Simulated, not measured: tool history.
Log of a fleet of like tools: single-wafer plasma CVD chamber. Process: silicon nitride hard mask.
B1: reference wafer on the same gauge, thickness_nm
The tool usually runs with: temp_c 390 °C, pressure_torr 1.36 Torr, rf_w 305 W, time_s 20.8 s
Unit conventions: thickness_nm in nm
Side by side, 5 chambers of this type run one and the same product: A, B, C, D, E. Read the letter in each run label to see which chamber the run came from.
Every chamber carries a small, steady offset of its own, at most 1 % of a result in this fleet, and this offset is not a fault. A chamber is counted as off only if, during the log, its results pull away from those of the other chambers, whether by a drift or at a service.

{"run": "1B", "hour": 5.7, "temp_c": 390, "pressure_torr": 1.36, "rf_w": 305, "time_s": 20.8, "B1": 24.498, "thickness_nm": 23.248}
{"run": "2D", "hour": 13.0, "temp_c": 390, "pressure_torr": 1.36, "rf_w": 305, "time_s": 20.8, "B1": 24.508, "thickness_nm": 23.366}
{"run": "3A", "hour": 22.6, "temp_c": 390, "pressure_torr": 1.36, "rf_w": 305, "time_s": 20.8, "B1": 24.514, "thickness_nm": 23.135}
{"hour": 27.2, "done": "chamber B: thermocouple changed; heater temperature recalibrated"}
{"run": "4C", "hour": 28.1, "temp_c": 390, "pressure_torr": 1.36, "rf_w": 305, "time_s": 20.8, "B1": 24.48, "thickness_nm": 23.263}
{"run": "5E", "hour": 39.3, "temp_c": 390, "pressure_torr": 1.36, "rf_w": 305, "time_s": 20.8, "B1": 24.479, "thickness_nm": 23.082}
{"run": "6E", "hour": 44.5, "temp_c": 390, "pressure_torr": 1.36, "rf_w": 305, "time_s": 20.8, "B1": 24.515, "thickness_nm": 23.216}
{"run": "7C", "hour": 53.6, "temp_c": 390, "pressure_torr": 1.36, "rf_w": 305, "time_s": 20.8, "B1": 24.467, "thickness_nm": 23.607}
{"run": "8B", "hour": 64.4, "temp_c": 390, "pressure_torr": 1.36, "rf_w": 305, "time_s": 20.8, "B1": 24.469, "thickness_nm": 23.047}
{"run": "9A", "hour": 72.8, "temp_c": 390, "pressure_torr": 1.36, "rf_w": 305, "time_s": 20.8, "B1": 24.494, "thickness_nm": 22.977}
{"run": "10D", "hour": 79.8, "temp_c": 390, "pressure_torr": 1.36, "rf_w": 305, "time_s": 20.8, "B1": 24.487, "thickness_nm": 23.242}
{"run": "11A", "hour": 87.8, "temp_c": 390, "pressure_torr": 1.36, "rf_w": 305, "time_s": 20.8, "B1": 24.514, "thickness_nm": 23.058}
{"run": "12D", "hour": 96.3, "temp_c": 390, "pressure_torr": 1.36, "rf_w": 305, "time_s": 20.8, "B1": 24.49, "thickness_nm": 23.198}
{"run": "13B", "hour": 105.1, "temp_c": 390, "pressure_torr": 1.36, "rf_w": 305, "time_s": 20.8, "B1": 24.485, "thickness_nm": 23.083}
{"run": "14C", "hour": 110.2, "temp_c": 390, "pressure_torr": 1.36, "rf_w": 305, "time_s": 20.8, "B1": 24.484, "thickness_nm": 23.335}
{"run": "15E", "hour": 117.6, "temp_c": 390, "pressure_torr": 1.36, "rf_w": 305, "time_s": 20.8, "B1": 24.512, "thickness_nm": 23.239}
{"run": "16D", "hour": 125.2, "temp_c": 390, "pressure_torr": 1.36, "rf_w": 305, "time_s": 20.8, "B1": 24.494, "thickness_nm": 23.249}
{"run": "17E", "hour": 130.1, "temp_c": 390, "pressure_torr": 1.36, "rf_w": 305, "time_s": 20.8, "B1": 24.497, "thickness_nm": 23.263}
{"run": "18B", "hour": 140.1, "temp_c": 390, "pressure_torr": 1.36, "rf_w": 305, "time_s": 20.8, "B1": 24.512, "thickness_nm": 23.201}
{"run": "19A", "hour": 149.5, "temp_c": 390, "pressure_torr": 1.36, "rf_w": 305, "time_s": 20.8, "B1": 24.506, "thickness_nm": 23.239}
{"run": "20C", "hour": 159.1, "temp_c": 390, "pressure_torr": 1.36, "rf_w": 305, "time_s": 20.8, "B1": 24.476, "thickness_nm": 23.22}
{"run": "21B", "hour": 167.8, "temp_c": 390, "pressure_torr": 1.36, "rf_w": 305, "time_s": 20.8, "B1": 24.498, "thickness_nm": 23.093}
{"run": "22D", "hour": 177.4, "temp_c": 377, "pressure_torr": 1.51, "rf_w": 305, "time_s": 20.8, "B1": 24.517, "thickness_nm": 24.241}
{"run": "23C", "hour": 182.4, "temp_c": 377, "pressure_torr": 1.51, "rf_w": 305, "time_s": 20.8, "B1": 24.506, "thickness_nm": 24.336}
{"run": "24A", "hour": 189.2, "temp_c": 377, "pressure_torr": 1.51, "rf_w": 305, "time_s": 20.8, "B1": 24.508, "thickness_nm": 23.943}
{"run": "25E", "hour": 195.9, "temp_c": 377, "pressure_torr": 1.51, "rf_w": 305, "time_s": 20.8, "B1": 24.517, "thickness_nm": 24.074}
{"hour": 197.1, "done": "chamber B: RF generator calibrated"}
{"run": "26C", "hour": 202.8, "temp_c": 377, "pressure_torr": 1.51, "rf_w": 305, "time_s": 20.8, "B1": 24.495, "thickness_nm": 24.097}
{"run": "27A", "hour": 209.9, "temp_c": 390, "pressure_torr": 1.36, "rf_w": 305, "time_s": 20.8, "B1": 24.495, "thickness_nm": 23.28}
{"run": "28B", "hour": 216.4, "temp_c": 390, "pressure_torr": 1.36, "rf_w": 245, "time_s": 18.2, "B1": 24.516, "thickness_nm": 17.45}
{"run": "29E", "hour": 224.2, "temp_c": 390, "pressure_torr": 1.36, "rf_w": 245, "time_s": 18.2, "B1": 24.522, "thickness_nm": 17.422}
{"run": "30D", "hour": 232.7, "temp_c": 390, "pressure_torr": 1.36, "rf_w": 245, "time_s": 18.2, "B1": 24.468, "thickness_nm": 17.498}
{"run": "31A", "hour": 240.8, "temp_c": 390, "pressure_torr": 1.36, "rf_w": 245, "time_s": 18.2, "B1": 24.46, "thickness_nm": 17.407}
{"run": "32C", "hour": 246.2, "temp_c": 390, "pressure_torr": 1.36, "rf_w": 245, "time_s": 18.2, "B1": 24.509, "thickness_nm": 17.711}
{"hour": 251.1, "done": "chamber A: RF generator calibrated"}
{"run": "33D", "hour": 254.4, "temp_c": 390, "pressure_torr": 1.36, "rf_w": 305, "time_s": 20.8, "B1": 24.506, "thickness_nm": 23.216}
{"run": "34E", "hour": 260.6, "temp_c": 390, "pressure_torr": 1.11, "rf_w": 305, "time_s": 20.8, "B1": 24.492, "thickness_nm": 21.721}
{"run": "35B", "hour": 269.9, "temp_c": 390, "pressure_torr": 1.11, "rf_w": 305, "time_s": 20.8, "B1": 24.517, "thickness_nm": 21.826}
{"run": "36A", "hour": 279.1, "temp_c": 390, "pressure_torr": 1.11, "rf_w": 305, "time_s": 20.8, "B1": 24.503, "thickness_nm": 21.534}
{"run": "37B", "hour": 288.1, "temp_c": 390, "pressure_torr": 1.11, "rf_w": 305, "time_s": 20.8, "B1": 24.491, "thickness_nm": 21.62}

For the next run the whole fleet of 5 chambers uses the same settings. Give each chamber's results:
{"run": "38A", "hour": 296.1, "temp_c": 390, "pressure_torr": 1.36, "rf_w": 305, "time_s": 20.8, "thickness_nm": "?"}
{"run": "38B", "hour": 296.1, "temp_c": 390, "pressure_torr": 1.36, "rf_w": 305, "time_s": 20.8, "thickness_nm": "?"}
{"run": "38C", "hour": 296.1, "temp_c": 390, "pressure_torr": 1.36, "rf_w": 305, "time_s": 20.8, "thickness_nm": "?"}
{"run": "38D", "hour": 296.1, "temp_c": 390, "pressure_torr": 1.36, "rf_w": 305, "time_s": 20.8, "thickness_nm": "?"}
{"run": "38E", "hour": 296.1, "temp_c": 390, "pressure_torr": 1.36, "rf_w": 305, "time_s": 20.8, "thickness_nm": "?"}

run=38A thickness_nm=23.125
run=38B thickness_nm=22.938
run=38C thickness_nm=23.42
run=38D thickness_nm=23.27
run=38E thickness_nm=23.236

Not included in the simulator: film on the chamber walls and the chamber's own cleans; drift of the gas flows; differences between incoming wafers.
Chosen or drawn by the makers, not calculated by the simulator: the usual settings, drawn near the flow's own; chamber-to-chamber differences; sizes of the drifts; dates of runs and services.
